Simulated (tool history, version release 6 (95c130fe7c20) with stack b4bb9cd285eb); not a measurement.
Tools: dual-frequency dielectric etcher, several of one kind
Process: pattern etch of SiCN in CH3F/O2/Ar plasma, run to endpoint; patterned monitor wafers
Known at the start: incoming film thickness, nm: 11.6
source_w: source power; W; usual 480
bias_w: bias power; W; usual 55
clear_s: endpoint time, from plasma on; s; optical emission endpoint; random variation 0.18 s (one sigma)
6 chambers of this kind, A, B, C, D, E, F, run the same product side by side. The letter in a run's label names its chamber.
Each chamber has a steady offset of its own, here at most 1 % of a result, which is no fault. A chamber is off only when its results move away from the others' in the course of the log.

run   hour  source_w  bias_w  hours since the last wet clean  hours since the last source power generator calibration  hours since the last bias power generator calibration  clear_s
       0.9  -- chamber A: source power generator calibrated
 1C    5.5       480      55                           322.0                                                    245.2                                                  689.9   31.721
 2D    8.3       480      55                           272.7                                                   2121.9                                                 2743.5   31.460
 3B   13.7       480      55                           358.8                                                   2354.9                                                 2074.1   31.669
 4E   17.5       480      55                           329.3                                                   3515.0                                                 2546.6   31.855
 5A   20.6       480      55                           528.5                                                     19.7                                                  767.2   32.095
 6F   24.9       480      55                           107.0                                                    590.2                                                 2077.4   31.432
 7E   29.0       430      60                           340.8                                                   3526.5                                                 2558.1   32.164
      33.6  -- chamber A: wet clean of the chamber
 8F   34.7       430      60                           116.8                                                    600.0                                                 2087.2   32.087
 9B   39.4       430      60                           384.5                                                   2380.6                                                 2099.8   31.701
10D   43.5       430      60                           307.9                                                   2157.1                                                 2778.7   31.883
11A   46.7       430      60                            13.2                                                     45.8                                                  793.3   31.864
12C   49.5       430      60                           366.0                                                    289.2                                                  733.9   32.329
13B   55.1       480      55                           400.2                                                   2396.3                                                 2115.5   31.510
14A   59.0       480      55                            25.5                                                     58.1                                                  805.6   31.434
15F   63.6       480      55                           145.7                                                    628.9                                                 2116.1   31.848
16D   67.7       480      55                           332.1                                                   2181.3                                                 2802.9   31.812
17C   72.6       480      55                           389.1                                                    312.3                                                  757.0   32.026
18E   77.2       480      55                           389.0                                                   3574.7                                                 2606.3   31.572
19E   80.6       480      67                           392.4                                                   3578.1                                                 2609.7   29.355
20A   83.9       480      67                            50.4                                                     83.0                                                  830.5   30.008
21F   89.4       480      67                           171.5                                                    654.7                                                 2141.9   29.833
      89.6  -- chamber C: wet clean of the chamber
22B   93.2       480      67                           438.3                                                   2434.4                                                 2153.6   29.368
      94.3  -- chamber E: wet clean of the chamber
23D   95.8       480      67                           360.2                                                   2209.4                                                 2831.0   29.349
24C   98.9       480      67                             9.3                                                    338.6                                                  783.3   29.703
25F  101.7       480      55                           183.8                                                    667.0                                                 2154.2   32.260
26D  105.6       520      51                           370.0                                                   2219.2                                                 2840.8   31.343
27A  110.2       520      51                            76.7                                                    109.3                                                  856.8   31.481
28C  112.8       520      51                            23.2                                                    352.5                                                  797.2   31.469
29E  116.8       520      51                            22.5                                                   3614.3                                                 2645.9   31.579
30B  120.1       520      51                           465.2                                                   2461.3                                                 2180.5   31.322
31D  125.5       520      51                           389.9                                                   2239.1                                                 2860.7   31.304
32E  130.5       480      55                            36.2                                                   3628.0                                                 2659.6   31.606
33F  135.2       480      55                           217.3                                                    700.5                                                 2187.7   32.150
34A  140.0       480      55                           106.5                                                    139.1                                                  886.6   31.852
35C  145.0       480      55                            55.4                                                    384.7                                                  829.4   31.488
36B  147.8       480      55                           492.9                                                   2489.0                                                 2208.2   31.260
37B  151.0       480      55                           496.1                                                   2492.2                                                 2211.4   31.191
38F  156.2       480      55                           238.3                                                    721.5                                                 2208.7   32.297
39D  161.9       480      55                           426.3                                                   2275.5                                                 2897.1   31.627
40C  166.2       480      55                            76.6                                                    405.9                                                  850.6   31.959
41E  170.1       480      55                            75.8                                                   3667.6                                                 2699.2   31.187
42A  174.5       480      55                           141.0                                                    173.6                                                  921.1   31.919
43D  177.5       480      55                           441.9                                                   2291.1                                                 2912.7   31.826

All 6 chambers run these settings next. Forecast each chamber's results:
44A  181.7       480      42                                                                                                                                                        ?
44B  181.7       480      42                                                                                                                                                        ?
44C  181.7       480      42                                                                                                                                                        ?
44D  181.7       480      42                                                                                                                                                        ?
44E  181.7       480      42                                                                                                                                                        ?
44F  181.7       480      42                                                                                                                                                        ?

run  clear_s
44A   34.613
44B   34.248
44C   34.559
44D   34.256
44E   34.573
44F   35.941

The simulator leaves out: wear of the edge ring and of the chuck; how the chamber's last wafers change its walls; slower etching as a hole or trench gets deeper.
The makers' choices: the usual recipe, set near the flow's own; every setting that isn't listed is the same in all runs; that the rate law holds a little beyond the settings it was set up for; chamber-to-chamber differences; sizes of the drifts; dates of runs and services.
